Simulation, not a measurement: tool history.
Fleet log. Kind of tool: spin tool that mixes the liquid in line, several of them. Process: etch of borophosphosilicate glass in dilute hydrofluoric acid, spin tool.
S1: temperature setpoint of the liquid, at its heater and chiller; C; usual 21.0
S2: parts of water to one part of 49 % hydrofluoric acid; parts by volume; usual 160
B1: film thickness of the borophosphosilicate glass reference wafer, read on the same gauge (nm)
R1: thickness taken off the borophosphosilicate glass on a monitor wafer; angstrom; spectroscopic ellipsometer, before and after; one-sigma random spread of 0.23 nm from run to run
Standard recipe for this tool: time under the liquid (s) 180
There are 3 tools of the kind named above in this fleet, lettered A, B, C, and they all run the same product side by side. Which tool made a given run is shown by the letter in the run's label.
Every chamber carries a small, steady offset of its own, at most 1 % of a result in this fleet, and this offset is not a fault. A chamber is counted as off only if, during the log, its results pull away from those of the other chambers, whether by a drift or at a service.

run 1A hour=8.4 | S1=21.0 S2=160 time_under_the_liquid_(s)=180 | B1=40.013 | R1=245.170
run 2B hour=20.3 | S1=21.0 S2=160 time_under_the_liquid_(s)=180 | B1=39.973 | R1=241.330
run 3C hour=27.2 | S1=21.0 S2=160 time_under_the_liquid_(s)=180 | B1=40.039 | R1=238.220
run 4B hour=36.7 | S1=21.0 S2=160 time_under_the_liquid_(s)=180 | B1=40.020 | R1=239.330
run 5A hour=52.3 | S1=21.0 S2=215 time_under_the_liquid_(s)=90 | B1=40.012 | R1=85.828
run 6C hour=60.2 | S1=21.0 S2=215 time_under_the_liquid_(s)=90 | B1=39.996 | R1=83.336
run 7B hour=72.7 | S1=21.0 S2=215 time_under_the_liquid_(s)=90 | B1=40.019 | R1=83.687
run 8A hour=87.0 | S1=22.5 S2=160 time_under_the_liquid_(s)=180 | B1=40.047 | R1=255.520
run 9C hour=96.2 | S1=22.5 S2=160 time_under_the_liquid_(s)=180 | B1=39.990 | R1=251.520
run 10A hour=108.5 | S1=22.5 S2=160 time_under_the_liquid_(s)=180 | B1=39.994 | R1=257.050
run 11C hour=117.3 | S1=21.0 S2=160 time_under_the_liquid_(s)=180 | B1=39.996 | R1=235.640
run 12B hour=127.1 | S1=21.0 S2=160 time_under_the_liquid_(s)=180 | B1=39.999 | R1=238.120
run 13C hour=134.3 | S1=21.0 S2=160 time_under_the_liquid_(s)=180 | B1=39.984 | R1=242.920
run 14B hour=143.1 | S1=21.0 S2=160 time_under_the_liquid_(s)=180 | B1=40.034 | R1=239.580
run 15A hour=151.8 | S1=21.0 S2=160 time_under_the_liquid_(s)=180 | B1=39.992 | R1=234.990
run 16C hour=165.9 | S1=21.0 S2=160 time_under_the_liquid_(s)=180 | B1=39.997 | R1=239.290
run 17B hour=179.7 | S1=21.0 S2=90 time_under_the_liquid_(s)=180 | B1=39.978 | R1=464.750
run 18A hour=189.7 | S1=21.0 S2=90 time_under_the_liquid_(s)=180 | B1=39.995 | R1=452.230
run 19A hour=201.0 | S1=21.0 S2=90 time_under_the_liquid_(s)=180 | B1=40.001 | R1=447.490
run 20C hour=209.7 | S1=21.0 S2=160 time_under_the_liquid_(s)=180 | B1=40.007 | R1=239.000
-- hour=224.9 chamber C: thermometer replaced
run 21B hour=224.9 | S1=21.0 S2=160 time_under_the_liquid_(s)=180 | B1=39.979 | R1=236.650
run 22A hour=236.9 | S1=21.0 S2=160 time_under_the_liquid_(s)=180 | B1=40.015 | R1=234.010
run 23C hour=251.1 | S1=21.0 S2=160 time_under_the_liquid_(s)=180 | B1=40.010 | R1=238.150
run 24B hour=260.6 | S1=21.0 S2=160 time_under_the_liquid_(s)=180 | B1=39.966 | R1=238.120
run 25A hour=271.4 | S1=21.0 S2=160 time_under_the_liquid_(s)=180 | B1=39.995 | R1=232.310
run 26C hour=283.5 | S1=21.0 S2=160 time_under_the_liquid_(s)=180 | B1=39.978 | R1=238.530
run 27B hour=294.4 | S1=21.0 S2=160 time_under_the_liquid_(s)=180 | B1=39.974 | R1=242.850
run 28B hour=301.7 | S1=21.0 S2=160 time_under_the_liquid_(s)=180 | B1=39.999 | R1=240.640
run 29A hour=309.2 | S1=21.0 S2=160 time_under_the_liquid_(s)=180 | B1=39.987 | R1=227.710
run 30C hour=325.0 | S1=21.0 S2=160 time_under_the_liquid_(s)=180 | B1=39.969 | R1=241.100
run 31C hour=338.5 | S1=17.5 S2=160 time_under_the_liquid_(s)=90 | B1=40.009 | R1=104.710
run 32B hour=349.7 | S1=17.5 S2=160 time_under_the_liquid_(s)=90 | B1=40.024 | R1=105.050
run 33A hour=364.0 | S1=17.5 S2=160 time_under_the_liquid_(s)=90 | B1=40.001 | R1=97.599
run 34A hour=378.0 | S1=21.0 S2=160 time_under_the_liquid_(s)=180 | B1=39.966 | R1=222.390
run 35C hour=393.9 | S1=21.0 S2=160 time_under_the_liquid_(s)=180 | B1=40.016 | R1=238.400
run 36B hour=409.9 | S1=21.0 S2=160 time_under_the_liquid_(s)=180 | B1=39.994 | R1=239.190
run 37B hour=417.9 | S1=21.0 S2=160 time_under_the_liquid_(s)=180 | B1=39.983 | R1=236.570
run 38A hour=433.3 | S1=23.5 S2=160 time_under_the_liquid_(s)=180 | B1=40.009 | R1=244.710
run 39C hour=448.5 | S1=23.5 S2=160 time_under_the_liquid_(s)=180 | B1=39.997 | R1=266.710
run 40C hour=464.2 | S1=23.5 S2=160 time_under_the_liquid_(s)=180 | B1=40.025 | R1=264.910

Which is it: a chamber that has drifted or been left off by a service, a gauge drift common to all chambers, or only each chamber's usual small offset? If a chamber is off, name it and its likeliest cause.

One chamber, A, drifts off from the rest bit by bit.
Cause: hydrofluoric acid flow below the setpoint (%) = 8.11.
From this log alone, it may not be told apart from: liquid colder than its thermometer reads (K).

Chamber A could run next with any of the 4 candidate recipes listed below; each alters the usual settings, and their results appear as question marks. Which one brings its results back in line with what the other chambers deliver on the usual settings?
In line here means within this much of the mean the other chambers give on the usual settings: R1 8.000 angstrom
run 41A-1 hour=475.7 | S1=21.0 S2=160 time_under_the_liquid_(s)=220 | R1=?
run 41A-2 hour=475.7 | S1=21.0 S2=190 time_under_the_liquid_(s)=180 | R1=?
run 41A-3 hour=475.7 | S1=21.0 S2=165 time_under_the_liquid_(s)=170 | R1=?
run 41A-4 hour=475.7 | S1=23.5 S2=160 time_under_the_liquid_(s)=180 | R1=?

The mean the other chambers reach with the usual settings: R1 239.610 angstrom
run=41A-1 R1=268.970
run=41A-2 R1=179.490
run=41A-3 R1=200.450
run=41A-4 R1=242.550
Change 41A-4 lands the chamber within the allowed miss of the other chambers.
